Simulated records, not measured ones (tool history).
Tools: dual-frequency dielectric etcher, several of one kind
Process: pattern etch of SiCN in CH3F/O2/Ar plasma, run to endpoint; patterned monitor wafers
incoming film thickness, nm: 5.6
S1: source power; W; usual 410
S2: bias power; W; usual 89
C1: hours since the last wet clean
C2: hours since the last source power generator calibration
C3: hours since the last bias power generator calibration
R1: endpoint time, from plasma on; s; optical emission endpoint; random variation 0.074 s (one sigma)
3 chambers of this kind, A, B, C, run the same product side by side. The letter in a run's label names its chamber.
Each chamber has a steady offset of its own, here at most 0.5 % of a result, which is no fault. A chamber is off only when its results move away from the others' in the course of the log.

run,hour,S1,S2,C1,C2,C3,R1
1B,4.2,410,89,461.3,1328.6,2177.4,13.693
# hour 6.2: chamber B: wet clean of the chamber
2C,8.5,410,89,65,2710.9,1436,13.806
3A,12.3,410,89,111.3,1688.6,1488.3,13.777
4A,16.2,410,89,115.2,1692.5,1492.2,13.82
5B,19.7,410,89,13.5,1344.1,2192.9,13.646
6C,22.4,410,89,78.9,2724.8,1449.9,13.805
7B,26.3,410,89,20.1,1350.7,2199.5,13.693
8A,30.1,410,89,129.1,1706.4,1506.1,13.619
9C,33.8,410,89,90.3,2736.2,1461.3,13.842
10C,37.6,310,74,94.1,2740,1465.1,16.269
11B,41.8,310,74,35.6,1366.2,2215,16.267
12A,44.6,310,74,143.6,1720.9,1520.6,16.213
13A,46.8,410,89,145.8,1723.1,1522.8,13.847
14B,50.7,410,89,44.5,1375.1,2223.9,13.789
15C,53.9,410,89,110.4,2756.3,1481.4,13.738
16A,57.7,410,89,156.7,1734,1533.7,13.638
17B,60.2,450,101,54,1384.6,2233.4,12.655
18C,62.3,450,101,118.8,2764.7,1489.8,12.663
19C,66.2,450,101,122.7,2768.6,1493.7,12.626
20B,68.7,410,89,62.5,1393.1,2241.9,13.752
21A,70.6,410,89,169.6,1746.9,1546.6,13.777
22A,74.7,410,89,173.7,1751,1550.7,13.765
23B,77,410,89,70.8,1401.4,2250.2,13.689
24C,81.3,480,103,137.8,2783.7,1508.8,12.38
25A,85.7,480,103,184.7,1762,1561.7,12.32
26B,88.7,480,103,82.5,1413.1,2261.9,12.303
27C,90.7,410,78,147.2,2793.1,1518.2,14.422
28A,95,410,78,194,1771.3,1571,14.398
29C,97.8,410,78,154.3,2800.2,1525.3,14.409
30B,100.1,410,89,93.9,1424.5,2273.3,13.709
31B,103,410,89,96.8,1427.4,2276.2,13.676
32C,105.1,410,89,161.6,2807.5,1532.6,13.798
33A,108,410,89,207,1784.3,1584,13.769
34A,110.2,410,89,209.2,1786.5,1586.2,13.742
35C,113.2,410,111,169.7,2815.6,1540.7,12.706
36B,117.4,410,111,111.2,1441.8,2290.6,12.607
37B,121,410,111,114.8,1445.4,2294.2,12.589
38C,124.1,410,89,180.6,2826.5,1551.6,13.67
39A,128,410,89,227,1804.3,1604,13.707
40A,131.5,410,89,230.5,1807.8,1607.5,13.726

Next, every chamber runs the same settings. What will each give?
41A,134.7,330,89,,,,?
41B,134.7,330,89,,,,?
41C,134.7,330,89,,,,?

run,R1
41A,15.022
41B,14.95
41C,14.993
